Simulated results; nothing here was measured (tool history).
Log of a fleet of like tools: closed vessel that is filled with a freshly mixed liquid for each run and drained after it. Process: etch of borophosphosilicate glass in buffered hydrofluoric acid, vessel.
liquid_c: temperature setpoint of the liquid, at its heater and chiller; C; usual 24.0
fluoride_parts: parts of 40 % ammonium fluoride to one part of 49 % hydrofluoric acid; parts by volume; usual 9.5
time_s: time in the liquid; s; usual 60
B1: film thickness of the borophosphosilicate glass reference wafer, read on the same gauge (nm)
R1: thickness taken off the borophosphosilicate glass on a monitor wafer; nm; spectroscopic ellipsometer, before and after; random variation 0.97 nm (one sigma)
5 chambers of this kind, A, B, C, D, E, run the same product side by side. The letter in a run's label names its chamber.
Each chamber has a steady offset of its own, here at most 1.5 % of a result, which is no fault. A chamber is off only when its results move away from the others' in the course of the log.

run 1E hour=9.7 | liquid_c=24.0 fluoride_parts=9.5 time_s=60 | B1=30.005 | R1=144.840
run 2B hour=16.6 | liquid_c=24.0 fluoride_parts=9.5 time_s=60 | B1=29.969 | R1=142.790
run 3A hour=25.8 | liquid_c=24.0 fluoride_parts=9.5 time_s=60 | B1=29.998 | R1=143.340
run 4C hour=35.5 | liquid_c=24.0 fluoride_parts=9.5 time_s=60 | B1=30.012 | R1=143.400
run 5D hour=46.7 | liquid_c=24.0 fluoride_parts=9.5 time_s=60 | B1=29.985 | R1=142.390
run 6C hour=61.4 | liquid_c=24.0 fluoride_parts=9.5 time_s=60 | B1=29.964 | R1=141.420
run 7D hour=69.6 | liquid_c=24.0 fluoride_parts=9.5 time_s=60 | B1=30.009 | R1=143.180
run 8B hour=82.4 | liquid_c=24.0 fluoride_parts=9.5 time_s=60 | B1=29.996 | R1=141.280
run 9A hour=90.4 | liquid_c=24.0 fluoride_parts=9.5 time_s=60 | B1=30.008 | R1=145.300
run 10E hour=104.8 | liquid_c=24.0 fluoride_parts=9.5 time_s=60 | B1=29.980 | R1=138.890
run 11E hour=117.9 | liquid_c=24.0 fluoride_parts=9.5 time_s=60 | B1=30.004 | R1=138.830
run 12A hour=129.9 | liquid_c=24.0 fluoride_parts=9.5 time_s=60 | B1=29.975 | R1=142.740
run 13B hour=141.9 | liquid_c=24.0 fluoride_parts=9.5 time_s=60 | B1=29.981 | R1=143.180
run 14C hour=156.1 | liquid_c=24.0 fluoride_parts=9.5 time_s=60 | B1=29.975 | R1=140.330
run 15D hour=166.9 | liquid_c=24.0 fluoride_parts=9.5 time_s=60 | B1=30.040 | R1=143.680
-- hour=171.4 chamber C: thermometer replaced
run 16D hour=174.9 | liquid_c=24.0 fluoride_parts=9.5 time_s=30 | B1=30.005 | R1=72.045
run 17B hour=181.4 | liquid_c=24.0 fluoride_parts=9.5 time_s=30 | B1=30.014 | R1=70.801
run 18E hour=194.2 | liquid_c=24.0 fluoride_parts=9.5 time_s=30 | B1=30.012 | R1=67.847
run 19C hour=203.5 | liquid_c=24.0 fluoride_parts=9.5 time_s=30 | B1=30.030 | R1=70.635
run 20A hour=211.4 | liquid_c=24.0 fluoride_parts=9.5 time_s=30 | B1=30.000 | R1=70.857
run 21C hour=225.5 | liquid_c=25.5 fluoride_parts=9.5 time_s=85 | B1=30.016 | R1=219.130
run 22D hour=233.6 | liquid_c=25.5 fluoride_parts=9.5 time_s=85 | B1=30.005 | R1=223.730
run 23E hour=245.6 | liquid_c=25.5 fluoride_parts=9.5 time_s=85 | B1=30.024 | R1=203.360
run 24B hour=253.2 | liquid_c=25.5 fluoride_parts=9.5 time_s=85 | B1=30.044 | R1=216.980
run 25A hour=259.6 | liquid_c=25.5 fluoride_parts=9.5 time_s=85 | B1=29.990 | R1=219.930
run 26D hour=274.0 | liquid_c=24.0 fluoride_parts=9.5 time_s=60 | B1=30.007 | R1=145.490
run 27A hour=285.8 | liquid_c=24.0 fluoride_parts=9.5 time_s=60 | B1=30.021 | R1=141.280
-- hour=295.5 chamber B: thermometer replaced
run 28E hour=296.5 | liquid_c=24.0 fluoride_parts=9.5 time_s=60 | B1=29.972 | R1=133.090
run 29C hour=309.6 | liquid_c=28.0 fluoride_parts=9.5 time_s=60 | B1=30.038 | R1=177.540
run 30B hour=320.8 | liquid_c=28.0 fluoride_parts=9.5 time_s=60 | B1=29.970 | R1=175.700
run 31C hour=329.8 | liquid_c=28.0 fluoride_parts=9.5 time_s=60 | B1=29.993 | R1=175.420
run 32D hour=341.4 | liquid_c=28.0 fluoride_parts=9.5 time_s=60 | B1=30.011 | R1=178.350
run 33A hour=348.9 | liquid_c=28.0 fluoride_parts=9.5 time_s=60 | B1=30.020 | R1=174.930

Next, every chamber runs the same settings. What will each give?
run 34A hour=359.4 | liquid_c=24.0 fluoride_parts=9.5 time_s=30 | R1=?
run 34B hour=359.4 | liquid_c=24.0 fluoride_parts=9.5 time_s=30 | R1=?
run 34C hour=359.4 | liquid_c=24.0 fluoride_parts=9.5 time_s=30 | R1=?
run 34D hour=359.4 | liquid_c=24.0 fluoride_parts=9.5 time_s=30 | R1=?
run 34E hour=359.4 | liquid_c=24.0 fluoride_parts=9.5 time_s=30 | R1=?

run=34A R1=71.881
run=34B R1=71.183
run=34C R1=70.083
run=34D R1=71.418
run=34E R1=64.900
